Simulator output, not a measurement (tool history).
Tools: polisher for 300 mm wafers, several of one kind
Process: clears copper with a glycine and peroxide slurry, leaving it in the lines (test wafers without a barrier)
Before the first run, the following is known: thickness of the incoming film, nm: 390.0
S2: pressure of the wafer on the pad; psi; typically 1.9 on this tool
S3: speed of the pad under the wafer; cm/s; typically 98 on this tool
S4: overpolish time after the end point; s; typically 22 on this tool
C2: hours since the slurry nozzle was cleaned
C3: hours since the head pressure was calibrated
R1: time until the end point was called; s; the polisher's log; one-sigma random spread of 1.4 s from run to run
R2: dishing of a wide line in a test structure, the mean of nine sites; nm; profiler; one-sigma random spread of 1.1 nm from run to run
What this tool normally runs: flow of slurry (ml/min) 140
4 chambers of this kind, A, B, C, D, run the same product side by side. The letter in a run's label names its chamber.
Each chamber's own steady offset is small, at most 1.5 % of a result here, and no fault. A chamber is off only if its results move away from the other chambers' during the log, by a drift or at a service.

run 1C day=0.354 | flow_of_slurry_(ml/min)=140 S2=1.9 S3=98 S4=22 | wafers_polished_on_this_pad=522 C2=98.6 C3=116.1 | R1=113.390 R2=46.436
run 2B day=0.662 | flow_of_slurry_(ml/min)=140 S2=1.9 S3=98 S4=22 | wafers_polished_on_this_pad=346 C2=265.3 C3=1466.6 | R1=112.520 R2=48.767
run 3D day=0.904 | flow_of_slurry_(ml/min)=140 S2=1.9 S3=98 S4=22 | wafers_polished_on_this_pad=1420 C2=147.2 C3=368.0 | R1=110.490 R2=45.742
run 4A day=1.188 | flow_of_slurry_(ml/min)=140 S2=1.9 S3=98 S4=22 | wafers_polished_on_this_pad=698 C2=313.7 C3=874.5 | R1=110.030 R2=47.972
run 5C day=1.500 | flow_of_slurry_(ml/min)=140 S2=1.9 S3=98 S4=22 | wafers_polished_on_this_pad=656 C2=126.1 C3=143.6 | R1=110.960 R2=46.375
run 6A day=1.662 | flow_of_slurry_(ml/min)=140 S2=1.9 S3=98 S4=22 | wafers_polished_on_this_pad=754 C2=325.1 C3=885.9 | R1=109.800 R2=47.393
-- day=1.796 chamber D: worn pad replaced by a new one
-- day=1.842 chamber C: worn pad replaced by a new one
run 7B day=1.979 | flow_of_slurry_(ml/min)=140 S2=1.9 S3=98 S4=22 | wafers_polished_on_this_pad=500 C2=296.9 C3=1498.2 | R1=110.750 R2=47.166
run 8D day=2.292 | flow_of_slurry_(ml/min)=140 S2=1.9 S3=98 S4=22 | wafers_polished_on_this_pad=58 C2=180.5 C3=401.3 | R1=110.950 R2=45.401
run 9C day=2.500 | flow_of_slurry_(ml/min)=140 S2=1.9 S3=98 S4=22 | wafers_polished_on_this_pad=77 C2=150.1 C3=167.6 | R1=110.410 R2=46.610
run 10A day=2.812 | flow_of_slurry_(ml/min)=140 S2=1.9 S3=98 S4=22 | wafers_polished_on_this_pad=889 C2=352.7 C3=913.5 | R1=110.670 R2=47.576
run 11B day=3.046 | flow_of_slurry_(ml/min)=140 S2=1.9 S3=98 S4=22 | wafers_polished_on_this_pad=626 C2=322.5 C3=1523.8 | R1=109.610 R2=45.730
run 12D day=3.304 | flow_of_slurry_(ml/min)=140 S2=1.9 S3=98 S4=22 | wafers_polished_on_this_pad=177 C2=204.8 C3=425.6 | R1=110.430 R2=49.109
-- day=3.412 chamber B: head pressure recalibrated
-- day=3.483 chamber A: worn pad replaced by a new one
run 13D day=3.604 | flow_of_slurry_(ml/min)=140 S2=1.9 S3=98 S4=22 | wafers_polished_on_this_pad=212 C2=212.0 C3=432.8 | R1=109.140 R2=47.841
run 14A day=3.804 | flow_of_slurry_(ml/min)=140 S2=1.9 S3=98 S4=22 | wafers_polished_on_this_pad=38 C2=376.5 C3=937.3 | R1=109.550 R2=45.501
run 15C day=4.004 | flow_of_slurry_(ml/min)=140 S2=1.9 S3=98 S4=22 | wafers_polished_on_this_pad=254 C2=186.2 C3=203.7 | R1=111.410 R2=46.216
run 16B day=4.217 | flow_of_slurry_(ml/min)=140 S2=1.9 S3=98 S4=22 | wafers_polished_on_this_pad=763 C2=350.6 C3=19.3 | R1=109.570 R2=45.913
run 17D day=4.404 | flow_of_slurry_(ml/min)=140 S2=1.9 S3=98 S4=22 | wafers_polished_on_this_pad=306 C2=231.2 C3=452.0 | R1=111.530 R2=45.751
run 18A day=4.683 | flow_of_slurry_(ml/min)=180 S2=2.4 S3=98 S4=22 | wafers_polished_on_this_pad=141 C2=397.6 C3=958.4 | R1=88.152 R2=56.746
run 19C day=4.942 | flow_of_slurry_(ml/min)=180 S2=2.4 S3=98 S4=22 | wafers_polished_on_this_pad=364 C2=208.7 C3=226.2 | R1=91.270 R2=55.065
run 20B day=5.262 | flow_of_slurry_(ml/min)=180 S2=2.4 S3=98 S4=22 | wafers_polished_on_this_pad=886 C2=375.7 C3=44.4 | R1=89.287 R2=53.894
run 21D day=5.471 | flow_of_slurry_(ml/min)=180 S2=2.4 S3=98 S4=22 | wafers_polished_on_this_pad=431 C2=256.8 C3=477.6 | R1=88.645 R2=55.040
run 22A day=5.679 | flow_of_slurry_(ml/min)=140 S2=1.9 S3=98 S4=22 | wafers_polished_on_this_pad=257 C2=421.5 C3=982.3 | R1=108.100 R2=47.568
run 23C day=6.012 | flow_of_slurry_(ml/min)=140 S2=1.9 S3=98 S4=22 | wafers_polished_on_this_pad=489 C2=234.4 C3=251.9 | R1=108.830 R2=46.553
run 24B day=6.283 | flow_of_slurry_(ml/min)=140 S2=1.9 S3=98 S4=22 | wafers_polished_on_this_pad=1005 C2=400.2 C3=68.9 | R1=112.700 R2=48.439
run 25C day=6.454 | flow_of_slurry_(ml/min)=140 S2=1.9 S3=98 S4=22 | wafers_polished_on_this_pad=541 C2=245.0 C3=262.5 | R1=109.980 R2=43.344
run 26A day=6.625 | flow_of_slurry_(ml/min)=140 S2=1.9 S3=98 S4=22 | wafers_polished_on_this_pad=368 C2=444.2 C3=1005.0 | R1=110.360 R2=47.660
run 27D day=6.879 | flow_of_slurry_(ml/min)=140 S2=1.9 S3=98 S4=22 | wafers_polished_on_this_pad=596 C2=290.6 C3=511.4 | R1=112.220 R2=43.957
-- day=6.979 chamber B: slurry nozzle cleaned
-- day=7.142 chamber A: head pressure recalibrated
run 28B day=7.158 | flow_of_slurry_(ml/min)=140 S2=1.9 S3=98 S4=22 | wafers_polished_on_this_pad=1108 C2=4.3 C3=89.9 | R1=110.100 R2=47.623
run 29D day=7.408 | flow_of_slurry_(ml/min)=140 S2=1.9 S3=98 S4=22 | wafers_polished_on_this_pad=658 C2=303.3 C3=524.1 | R1=111.200 R2=47.319
run 30A day=7.729 | flow_of_slurry_(ml/min)=140 S2=1.9 S3=98 S4=22 | wafers_polished_on_this_pad=498 C2=470.7 C3=14.1 | R1=113.100 R2=47.982
-- day=7.783 chamber C: worn pad replaced by a new one
run 31C day=7.988 | flow_of_slurry_(ml/min)=140 S2=1.9 S3=98 S4=22 | wafers_polished_on_this_pad=24 C2=281.8 C3=299.3 | R1=109.460 R2=47.263
run 32B day=8.346 | flow_of_slurry_(ml/min)=140 S2=1.9 S3=98 S4=22 | wafers_polished_on_this_pad=1247 C2=32.8 C3=118.4 | R1=107.720 R2=46.777

Next, every chamber runs the same settings. What will each give?
run 33A day=8.604 | flow_of_slurry_(ml/min)=140 S2=1.9 S3=98 S4=33 | R1=? R2=?
run 33B day=8.604 | flow_of_slurry_(ml/min)=140 S2=1.9 S3=98 S4=33 | R1=? R2=?
run 33C day=8.604 | flow_of_slurry_(ml/min)=140 S2=1.9 S3=98 S4=33 | R1=? R2=?
run 33D day=8.604 | flow_of_slurry_(ml/min)=140 S2=1.9 S3=98 S4=33 | R1=? R2=?

run=33A R1=109.570 R2=62.510
run=33B R1=107.150 R2=62.520
run=33C R1=110.750 R2=62.322
run=33D R1=109.780 R2=60.285
